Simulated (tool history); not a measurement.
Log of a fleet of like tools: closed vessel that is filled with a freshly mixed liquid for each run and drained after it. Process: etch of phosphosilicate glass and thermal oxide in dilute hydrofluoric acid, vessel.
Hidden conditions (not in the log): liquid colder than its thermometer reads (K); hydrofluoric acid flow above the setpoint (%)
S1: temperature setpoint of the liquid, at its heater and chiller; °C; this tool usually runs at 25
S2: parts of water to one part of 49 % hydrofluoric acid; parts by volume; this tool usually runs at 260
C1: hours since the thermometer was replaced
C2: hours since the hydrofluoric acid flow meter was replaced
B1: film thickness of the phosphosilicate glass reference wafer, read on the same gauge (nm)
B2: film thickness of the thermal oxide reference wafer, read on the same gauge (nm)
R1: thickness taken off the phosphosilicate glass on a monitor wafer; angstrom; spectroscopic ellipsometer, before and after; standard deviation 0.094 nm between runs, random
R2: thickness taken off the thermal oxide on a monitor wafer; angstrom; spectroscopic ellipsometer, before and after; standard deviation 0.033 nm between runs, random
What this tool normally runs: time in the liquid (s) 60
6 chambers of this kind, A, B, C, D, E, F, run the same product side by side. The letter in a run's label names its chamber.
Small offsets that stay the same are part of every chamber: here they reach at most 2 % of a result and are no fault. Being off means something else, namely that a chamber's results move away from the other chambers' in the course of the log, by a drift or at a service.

run 1D hour=7.6 | S1=25 S2=260 time_in_the_liquid_(s)=60 | C1=764.2 C2=1238.7 | B1=99.994 B2=80.002 | R1=312.01 R2=9.8507
run 2E hour=19.3 | S1=25 S2=260 time_in_the_liquid_(s)=60 | C1=261.9 C2=730.8 | B1=99.979 B2=79.976 | R1=309.97 R2=9.1830
run 3A hour=25.5 | S1=25 S2=260 time_in_the_liquid_(s)=60 | C1=1155.2 C2=780.7 | B1=100.020 B2=79.997 | R1=310.18 R2=9.4788
run 4C hour=34.4 | S1=25 S2=260 time_in_the_liquid_(s)=60 | C1=262.3 C2=791.3 | B1=99.984 B2=80.016 | R1=312.99 R2=9.1575
-- hour=39.8 chamber D: hydrofluoric acid flow meter replaced
run 5F hour=40.7 | S1=25 S2=260 time_in_the_liquid_(s)=85 | C1=819.7 C2=432.3 | B1=100.030 B2=79.989 | R1=436.70 R2=11.9410
run 6B hour=53.9 | S1=25 S2=260 time_in_the_liquid_(s)=85 | C1=1262.4 C2=522.7 | B1=100.030 B2=79.974 | R1=445.73 R2=13.6100
run 7B hour=60.4 | S1=25 S2=260 time_in_the_liquid_(s)=85 | C1=1268.9 C2=529.2 | B1=99.973 B2=79.982 | R1=446.09 R2=12.7830
run 8F hour=71.4 | S1=25 S2=260 time_in_the_liquid_(s)=85 | C1=850.4 C2=463.0 | B1=100.000 B2=80.003 | R1=438.62 R2=13.5770
run 9D hour=81.0 | S1=25 S2=260 time_in_the_liquid_(s)=85 | C1=837.6 C2=41.2 | B1=100.020 B2=80.021 | R1=440.40 R2=13.3830
run 10E hour=94.5 | S1=25 S2=260 time_in_the_liquid_(s)=85 | C1=337.1 C2=806.0 | B1=99.980 B2=79.997 | R1=440.93 R2=13.1460
-- hour=97.1 chamber B: hydrofluoric acid flow meter replaced
run 11A hour=100.4 | S1=25 S2=260 time_in_the_liquid_(s)=60 | C1=1230.1 C2=855.6 | B1=100.030 B2=80.008 | R1=311.21 R2=9.9151
run 12C hour=111.3 | S1=25 S2=260 time_in_the_liquid_(s)=60 | C1=339.2 C2=868.2 | B1=99.980 B2=79.982 | R1=312.80 R2=9.6706
run 13B hour=118.5 | S1=25 S2=260 time_in_the_liquid_(s)=60 | C1=1327.0 C2=21.4 | B1=100.040 B2=80.003 | R1=313.35 R2=9.5152
run 14D hour=128.9 | S1=25 S2=350 time_in_the_liquid_(s)=60 | C1=885.5 C2=89.1 | B1=99.993 B2=79.992 | R1=212.84 R2=6.0422
run 15F hour=134.8 | S1=25 S2=350 time_in_the_liquid_(s)=60 | C1=913.8 C2=526.4 | B1=99.997 B2=80.001 | R1=209.70 R2=6.0685
run 16A hour=145.8 | S1=25 S2=350 time_in_the_liquid_(s)=60 | C1=1275.5 C2=901.0 | B1=99.996 B2=80.009 | R1=211.74 R2=6.7736
run 17E hour=152.3 | S1=25 S2=350 time_in_the_liquid_(s)=60 | C1=394.9 C2=863.8 | B1=100.010 B2=79.985 | R1=210.32 R2=6.2597
run 18C hour=159.2 | S1=25 S2=350 time_in_the_liquid_(s)=60 | C1=387.1 C2=916.1 | B1=100.020 B2=79.996 | R1=211.27 R2=6.7820
run 19F hour=169.4 | S1=25 S2=350 time_in_the_liquid_(s)=60 | C1=948.4 C2=561.0 | B1=99.993 B2=79.989 | R1=208.80 R2=6.4352
run 20E hour=181.4 | S1=25 S2=260 time_in_the_liquid_(s)=60 | C1=424.0 C2=892.9 | B1=99.976 B2=80.002 | R1=309.79 R2=9.5576
run 21D hour=189.0 | S1=25 S2=260 time_in_the_liquid_(s)=90 | C1=945.6 C2=149.2 | B1=100.000 B2=80.018 | R1=468.67 R2=13.8510
run 22B hour=197.1 | S1=25 S2=260 time_in_the_liquid_(s)=90 | C1=1405.6 C2=100.0 | B1=99.973 B2=79.988 | R1=472.71 R2=13.2960
run 23A hour=203.6 | S1=25 S2=260 time_in_the_liquid_(s)=90 | C1=1333.3 C2=958.8 | B1=99.992 B2=80.029 | R1=464.46 R2=13.8100
-- hour=211.0 chamber A: thermometer replaced
run 24C hour=217.2 | S1=25 S2=260 time_in_the_liquid_(s)=90 | C1=445.1 C2=974.1 | B1=99.985 B2=80.001 | R1=471.94 R2=13.8000
run 25E hour=226.0 | S1=25 S2=260 time_in_the_liquid_(s)=90 | C1=468.6 C2=937.5 | B1=100.000 B2=79.991 | R1=462.13 R2=14.0080
run 26F hour=238.3 | S1=25 S2=260 time_in_the_liquid_(s)=90 | C1=1017.3 C2=629.9 | B1=99.984 B2=79.959 | R1=462.71 R2=14.8520
-- hour=247.3 chamber A: hydrofluoric acid flow meter replaced
run 27A hour=247.4 | S1=25 S2=185 time_in_the_liquid_(s)=45 | C1=36.4 C2=0.1 | B1=99.993 B2=79.992 | R1=353.95 R2=10.4820
run 28B hour=259.5 | S1=25 S2=185 time_in_the_liquid_(s)=45 | C1=1468.0 C2=162.4 | B1=100.030 B2=79.990 | R1=361.89 R2=10.9720
run 29D hour=269.7 | S1=25 S2=185 time_in_the_liquid_(s)=45 | C1=1026.3 C2=229.9 | B1=100.000 B2=79.993 | R1=353.31 R2=10.3340
-- hour=277.6 chamber B: thermometer replaced
run 30C hour=282.6 | S1=25 S2=185 time_in_the_liquid_(s)=45 | C1=510.5 C2=1039.5 | B1=100.020 B2=79.998 | R1=360.33 R2=11.1220
run 31B hour=290.6 | S1=25 S2=185 time_in_the_liquid_(s)=45 | C1=13.0 C2=193.5 | B1=100.010 B2=79.997 | R1=360.64 R2=11.7630
run 32D hour=302.1 | S1=25 S2=185 time_in_the_liquid_(s)=45 | C1=1058.7 C2=262.3 | B1=100.010 B2=79.990 | R1=351.07 R2=10.5840
run 33E hour=313.2 | S1=25 S2=260 time_in_the_liquid_(s)=60 | C1=555.8 C2=1024.7 | B1=100.020 B2=80.004 | R1=310.69 R2=9.7603
run 34C hour=326.5 | S1=25 S2=260 time_in_the_liquid_(s)=60 | C1=554.4 C2=1083.4 | B1=100.010 B2=80.021 | R1=316.75 R2=9.5579
run 35F hour=338.9 | S1=25 S2=260 time_in_the_liquid_(s)=60 | C1=1117.9 C2=730.5 | B1=99.991 B2=80.002 | R1=309.10 R2=9.1945
run 36A hour=349.9 | S1=25 S2=260 time_in_the_liquid_(s)=60 | C1=138.9 C2=102.6 | B1=99.990 B2=80.020 | R1=311.50 R2=9.6884
run 37D hour=363.2 | S1=25 S2=260 time_in_the_liquid_(s)=60 | C1=1119.8 C2=323.4 | B1=99.992 B2=80.000 | R1=310.67 R2=9.3048
run 38A hour=370.8 | S1=25 S2=260 time_in_the_liquid_(s)=60 | C1=159.8 C2=123.5 | B1=99.967 B2=79.998 | R1=309.80 R2=9.2571
run 39E hour=377.7 | S1=25 S2=260 time_in_the_liquid_(s)=60 | C1=620.3 C2=1089.2 | B1=100.030 B2=80.006 | R1=309.01 R2=9.5427
run 40B hour=386.5 | S1=25 S2=260 time_in_the_liquid_(s)=60 | C1=108.9 C2=289.4 | B1=99.983 B2=80.006 | R1=314.36 R2=9.4873
run 41F hour=399.0 | S1=25 S2=260 time_in_the_liquid_(s)=60 | C1=1178.0 C2=790.6 | B1=100.010 B2=79.991 | R1=308.66 R2=9.6701

Next, every chamber runs the same settings. What will each give?
run 42A hour=408.9 | S1=25 S2=260 time_in_the_liquid_(s)=60 | R1=? R2=?
run 42B hour=408.9 | S1=25 S2=260 time_in_the_liquid_(s)=60 | R1=? R2=?
run 42C hour=408.9 | S1=25 S2=260 time_in_the_liquid_(s)=60 | R1=? R2=?
run 42D hour=408.9 | S1=25 S2=260 time_in_the_liquid_(s)=60 | R1=? R2=?
run 42E hour=408.9 | S1=25 S2=260 time_in_the_liquid_(s)=60 | R1=? R2=?
run 42F hour=408.9 | S1=25 S2=260 time_in_the_liquid_(s)=60 | R1=? R2=?

run=42A R1=313.26 R2=9.4818
run=42B R1=311.86 R2=9.9860
run=42C R1=319.66 R2=9.5553
run=42D R1=308.93 R2=9.1583
run=42E R1=309.57 R2=9.1975
run=42F R1=309.38 R2=9.4671
